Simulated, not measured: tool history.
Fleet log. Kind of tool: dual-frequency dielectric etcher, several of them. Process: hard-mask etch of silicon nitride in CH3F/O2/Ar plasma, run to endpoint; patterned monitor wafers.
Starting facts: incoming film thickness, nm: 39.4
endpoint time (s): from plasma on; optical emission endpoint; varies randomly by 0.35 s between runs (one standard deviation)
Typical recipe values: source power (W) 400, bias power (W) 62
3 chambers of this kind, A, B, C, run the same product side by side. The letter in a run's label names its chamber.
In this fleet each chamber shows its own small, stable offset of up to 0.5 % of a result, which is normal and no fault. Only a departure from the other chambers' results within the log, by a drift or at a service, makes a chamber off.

| run | hour | source power (W) | bias power (W) | endpoint time (s) |
|---|---|---|---|---|
| 1C | 5 | 400 | 62 | 60.002 |
|  | 7.1 | chamber B: bias power generator calibrated |
| 2A | 9.9 | 400 | 62 | 60.585 |
| 3B | 16.3 | 400 | 62 | 60.336 |
| 4A | 24.2 | 400 | 62 | 60.229 |
| 5B | 31.1 | 400 | 62 | 60.599 |
| 6C | 38.9 | 400 | 62 | 60.005 |
| 7B | 43.8 | 400 | 62 | 60.169 |
| 8A | 50.3 | 400 | 62 | 60.079 |
| 9C | 58 | 400 | 62 | 60.013 |
| 10C | 64.1 | 400 | 62 | 59.984 |
| 11A | 70.9 | 400 | 62 | 60.037 |
| 12B | 78.1 | 400 | 62 | 60.219 |
| 13A | 83.3 | 400 | 62 | 59.985 |
| 14B | 89.3 | 400 | 62 | 59.602 |
| 15C | 93.4 | 400 | 62 | 59.673 |
| 16B | 100.7 | 400 | 62 | 60.153 |
| 17A | 108.4 | 400 | 62 | 59.544 |
| 18C | 116 | 400 | 62 | 59.76 |
| 19B | 122.4 | 400 | 62 | 59.929 |
|  | 124.6 | chamber C: wet clean of the chamber |
| 20A | 126.8 | 400 | 62 | 59.962 |
| 21C | 134.2 | 400 | 62 | 59.155 |
| 22C | 142.5 | 400 | 62 | 59.44 |
|  | 147.9 | chamber A: wet clean of the chamber |
| 23B | 149.7 | 400 | 62 | 60.451 |
| 24A | 154.2 | 400 | 62 | 57.536 |
| 25A | 162.2 | 400 | 62 | 56.607 |
| 26B | 168 | 400 | 62 | 60.096 |
| 27C | 173.2 | 400 | 62 | 60.21 |
| 28B | 180.2 | 400 | 62 | 60.038 |
| 29C | 189.1 | 310 | 75 | 61.709 |
| 30A | 197.5 | 310 | 75 | 59.187 |
| 31A | 203.9 | 310 | 75 | 58.908 |
| 32C | 212.4 | 400 | 62 | 60.361 |
| 33B | 218.3 | 400 | 62 | 59.65 |
| 34C | 224.9 | 400 | 62 | 60.056 |
| 35B | 229 | 400 | 62 | 60.24 |
| 36A | 233.7 | 400 | 62 | 57.16 |
| 37C | 238 | 400 | 62 | 60.244 |
| 38B | 243.9 | 400 | 62 | 59.539 |
| 39A | 248.9 | 480 | 62 | 53.312 |
| 40A | 254.9 | 480 | 62 | 52.674 |
| 41B | 263.8 | 480 | 62 | 55.998 |
| 42C | 270.6 | 400 | 62 | 59.865 |
| 43B | 277 | 360 | 52 | 66.617 |
| 44A | 281.6 | 360 | 52 | 62.902 |

One chamber off, gauge drift, or nothing amiss beyond the chambers' own small offsets? If it is a chamber, which one, and what is the likeliest cause?

Chamber A has stood off from the others ever since a service on it.
What lies behind it: etch rate over this chamber's usual, % = 5.26.

Chamber A could run next with any of the 4 candidate recipes listed below; each alters the usual settings, and their results appear as question marks. Which one brings its results back in line with what the other chambers deliver on the usual settings?
Maximum distance from the other chambers' mean on the usual settings for a result to count as in line: endpoint time (s) 1.2
| 45A-1 | 288 | 350 | 62 | ? |
| 45A-2 | 288 | 400 | 78 | ? |
| 45A-3 | 288 | 320 | 62 | ? |
| 45A-4 | 288 | 430 | 66 | ? |

Usual-settings mean across the other chambers: endpoint time (s) 59.967
| run | endpoint time (s) |
|---|---|
| 45A-1 | 60.019 |
| 45A-2 | 52.769 |
| 45A-3 | 62.073 |
| 45A-4 | 54.385 |
With 45A-1, the chamber falls back in line with the rest.
